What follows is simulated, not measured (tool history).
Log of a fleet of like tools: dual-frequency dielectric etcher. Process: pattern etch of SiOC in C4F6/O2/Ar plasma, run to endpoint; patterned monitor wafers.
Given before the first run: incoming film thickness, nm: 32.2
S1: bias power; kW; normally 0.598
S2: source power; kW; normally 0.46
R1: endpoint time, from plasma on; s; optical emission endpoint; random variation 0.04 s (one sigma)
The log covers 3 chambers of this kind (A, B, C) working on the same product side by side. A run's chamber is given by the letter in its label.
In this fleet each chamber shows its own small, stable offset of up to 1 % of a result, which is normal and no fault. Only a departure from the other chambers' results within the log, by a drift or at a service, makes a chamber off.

| run | hour | S1 | S2 | R1 |
|---|---|---|---|---|
| 1B | 3.2 | 0.598 | 0.46 | 9.6962 |
| 2C | 6.6 | 0.598 | 0.46 | 9.6735 |
| 3A | 9.6 | 0.598 | 0.46 | 9.6268 |
| 4A | 13.7 | 0.598 | 0.46 | 9.6038 |
| 5C | 20.1 | 0.598 | 0.46 | 9.6749 |
| 6B | 23.7 | 0.598 | 0.46 | 9.67 |
| 7C | 28.2 | 0.598 | 0.46 | 9.6151 |
| 8A | 31.2 | 0.598 | 0.46 | 9.6315 |
| 9B | 35.3 | 0.598 | 0.46 | 9.7027 |
| 10B | 39.3 | 0.598 | 0.46 | 9.684 |
| 11C | 44.9 | 0.598 | 0.46 | 9.6674 |
| 12A | 48.8 | 0.598 | 0.46 | 9.6073 |
| 13B | 52.6 | 0.598 | 0.46 | 9.6355 |
| 14C | 58.6 | 0.598 | 0.46 | 9.6792 |
| 15A | 62.6 | 0.598 | 0.46 | 9.4911 |
| 16B | 65.7 | 0.598 | 0.46 | 9.6479 |
| 17A | 69.7 | 0.598 | 0.46 | 9.4547 |
| 18C | 75.3 | 0.598 | 0.46 | 9.6779 |
| 19C | 80.2 | 0.598 | 0.46 | 9.7187 |
| 20A | 84.4 | 0.598 | 0.46 | 9.3654 |
| 21B | 90.3 | 0.598 | 0.46 | 9.7096 |
| 22C | 95.9 | 0.598 | 0.46 | 9.703 |
| 23A | 99.5 | 0.598 | 0.46 | 9.331 |
| 24B | 103.1 | 0.598 | 0.46 | 9.6816 |
| 25B | 109.3 | 0.598 | 0.46 | 9.6522 |
| 26C | 114.2 | 0.598 | 0.46 | 9.618 |
| 27A | 118.1 | 0.598 | 0.46 | 9.2244 |

One chamber off, gauge drift, or nothing amiss beyond the chambers' own small offsets? If it is a chamber, which one, and what is the likeliest cause?

It is chamber A that slowly wanders off from its peers.
Cause: etch rate over this chamber's usual, % = 4.41.

Which of the 4 candidates below, each the usual settings with something changed and its results left as question marks, puts chamber A back in line with what the other chambers give on the usual settings?
Counts as in line when no further than this from what the other chambers average on the usual settings: R1 0.14 s
| 28A-1 | 122.7 | 0.559 | 0.43 | ? |
| 28A-2 | 122.7 | 0.598 | 0.36 | ? |
| 28A-3 | 122.7 | 0.598 | 0.52 | ? |
| 28A-4 | 122.7 | 0.598 | 0.59 | ? |

Usual-settings mean across the other chambers: R1 9.6727 s
| run | R1 |
|---|---|
| 28A-1 | 9.6655 |
| 28A-2 | 10.051 |
| 28A-3 | 8.7824 |
| 28A-4 | 8.3832 |
28A-1 brings the chamber back in line.
